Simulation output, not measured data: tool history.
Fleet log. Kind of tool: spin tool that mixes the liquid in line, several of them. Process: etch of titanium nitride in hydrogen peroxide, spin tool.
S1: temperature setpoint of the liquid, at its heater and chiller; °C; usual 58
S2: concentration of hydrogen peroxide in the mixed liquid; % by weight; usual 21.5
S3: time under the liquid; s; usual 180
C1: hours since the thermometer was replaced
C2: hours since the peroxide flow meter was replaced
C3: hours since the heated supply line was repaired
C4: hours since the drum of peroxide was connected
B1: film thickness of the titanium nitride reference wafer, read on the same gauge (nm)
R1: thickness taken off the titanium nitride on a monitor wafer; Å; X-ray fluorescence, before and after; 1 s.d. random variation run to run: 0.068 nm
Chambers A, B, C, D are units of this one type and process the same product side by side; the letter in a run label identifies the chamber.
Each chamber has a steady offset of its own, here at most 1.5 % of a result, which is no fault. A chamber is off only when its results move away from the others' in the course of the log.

run 1B hour=11.8 | S1=58 S2=21.5 S3=180 | C1=1259.7 C2=605.3 C3=2821.1 C4=315.3 | B1=50.006 | R1=111.38
run 2A hour=20.9 | S1=58 S2=21.5 S3=180 | C1=1386.8 C2=337.9 C3=2218.1 C4=373.8 | B1=50.021 | R1=115.02
run 3D hour=29.9 | S1=58 S2=21.5 S3=180 | C1=745.8 C2=516.7 C3=1600.7 C4=289.5 | B1=49.986 | R1=113.45
run 4C hour=39.3 | S1=58 S2=21.5 S3=180 | C1=53.8 C2=773.4 C3=1654.4 C4=490.6 | B1=50.016 | R1=113.87
run 5D hour=46.7 | S1=58 S2=21.5 S3=180 | C1=762.6 C2=533.5 C3=1617.5 C4=306.3 | B1=49.989 | R1=112.62
run 6C hour=61.8 | S1=58 S2=21.5 S3=180 | C1=76.3 C2=795.9 C3=1676.9 C4=513.1 | B1=50.027 | R1=114.59
run 7A hour=72.7 | S1=58 S2=21.5 S3=180 | C1=1438.6 C2=389.7 C3=2269.9 C4=425.6 | B1=49.98 | R1=115.66
-- hour=80.1 chamber D: new drum of peroxide connected
run 8B hour=86 | S1=58 S2=21.5 S3=180 | C1=1333.9 C2=679.5 C3=2895.3 C4=389.5 | B1=49.99 | R1=111.4
run 9A hour=100.6 | S1=58 S2=21.5 S3=180 | C1=1466.5 C2=417.6 C3=2297.8 C4=453.5 | B1=49.995 | R1=113.79
run 10D hour=109 | S1=58 S2=21.5 S3=180 | C1=824.9 C2=595.8 C3=1679.8 C4=28.9 | B1=50.011 | R1=114.69
run 11B hour=120.5 | S1=58 S2=21.5 S3=180 | C1=1368.4 C2=714 C3=2929.8 C4=424 | B1=49.999 | R1=111.1
run 12C hour=135.7 | S1=58 S2=21.5 S3=180 | C1=150.2 C2=869.8 C3=1750.8 C4=587 | B1=50.003 | R1=113.9
-- hour=140.9 chamber A: peroxide flow meter replaced
run 13B hour=144.8 | S1=58 S2=21.5 S3=180 | C1=1392.7 C2=738.3 C3=2954.1 C4=448.3 | B1=49.989 | R1=112.19
run 14D hour=156.4 | S1=58 S2=21.5 S3=180 | C1=872.3 C2=643.2 C3=1727.2 C4=76.3 | B1=50.018 | R1=113.98
run 15C hour=166.3 | S1=66 S2=21.5 S3=255 | C1=180.8 C2=900.4 C3=1781.4 C4=617.6 | B1=49.999 | R1=270.05
run 16A hour=177 | S1=66 S2=21.5 S3=255 | C1=1542.9 C2=36.2 C3=2374.2 C4=529.9 | B1=49.975 | R1=279.56
run 17B hour=192.8 | S1=66 S2=21.5 S3=255 | C1=1440.7 C2=786.3 C3=3002.1 C4=496.3 | B1=49.986 | R1=266.37
run 18D hour=207.9 | S1=66 S2=21.5 S3=255 | C1=923.8 C2=694.7 C3=1778.7 C4=127.8 | B1=50.016 | R1=272.43
run 19C hour=215.2 | S1=58 S2=21.5 S3=230 | C1=229.7 C2=949.3 C3=1830.3 C4=666.5 | B1=49.984 | R1=143.23
run 20A hour=225.5 | S1=58 S2=21.5 S3=230 | C1=1591.4 C2=84.7 C3=2422.7 C4=578.4 | B1=49.981 | R1=147.04
run 21C hour=238.6 | S1=58 S2=21.5 S3=230 | C1=253.1 C2=972.7 C3=1853.7 C4=689.9 | B1=49.995 | R1=140.98
run 22B hour=254.5 | S1=58 S2=21.5 S3=230 | C1=1502.4 C2=848 C3=3063.8 C4=558 | B1=49.98 | R1=142.7
run 23A hour=269.6 | S1=58 S2=21.5 S3=180 | C1=1635.5 C2=128.8 C3=2466.8 C4=622.5 | B1=50.017 | R1=114.3
run 24D hour=283.1 | S1=58 S2=21.5 S3=180 | C1=999 C2=769.9 C3=1853.9 C4=203 | B1=49.991 | R1=114
run 25D hour=296.6 | S1=58 S2=21.5 S3=180 | C1=1012.5 C2=783.4 C3=1867.4 C4=216.5 | B1=49.999 | R1=113
-- hour=301.7 chamber B: peroxide flow meter replaced
run 26B hour=310.7 | S1=58 S2=21.5 S3=180 | C1=1558.6 C2=9 C3=3120 C4=614.2 | B1=49.985 | R1=111.34
run 27A hour=325 | S1=54 S2=21.5 S3=240 | C1=1690.9 C2=184.2 C3=2522.2 C4=677.9 | B1=49.993 | R1=114.7
run 28C hour=336.2 | S1=54 S2=21.5 S3=240 | C1=350.7 C2=1070.3 C3=1951.3 C4=787.5 | B1=49.995 | R1=111.14

Is one chamber out of step, is the gauge drifting, or do the chambers differ by no more than their own small offsets? For an off chamber, give its letter and the likeliest cause.

It is chamber C that slowly wanders off from its peers.
Most likely cause: temperature lost on the way to the wafer (K) = 0.526.
The log may not separate it from: liquid colder than its thermometer reads (K).

Below are 4 candidate recipes for chamber C's next run, each the usual settings with a change, their results shown as question marks. Which of them brings C's results back in line with what the other chambers give on the usual settings?
Allowed miss from the other chambers' usual-settings mean, per result, to count as in line: R1 2.4 Å
run 29C-1 hour=347.9 | S1=58 S2=28.5 S3=180 | R1=?
run 29C-2 hour=347.9 | S1=57.5 S2=21.5 S3=175 | R1=?
run 29C-3 hour=347.9 | S1=58 S2=21.5 S3=185 | R1=?
run 29C-4 hour=347.9 | S1=57.5 S2=21.5 S3=180 | R1=?

The mean the other chambers reach with the usual settings: R1 113.23 Å
run=29C-1 R1=116.8
run=29C-2 R1=103.32
run=29C-3 R1=112.98
run=29C-4 R1=106.27
The answer is 29C-3, which returns the chamber to within the allowed miss of the others.
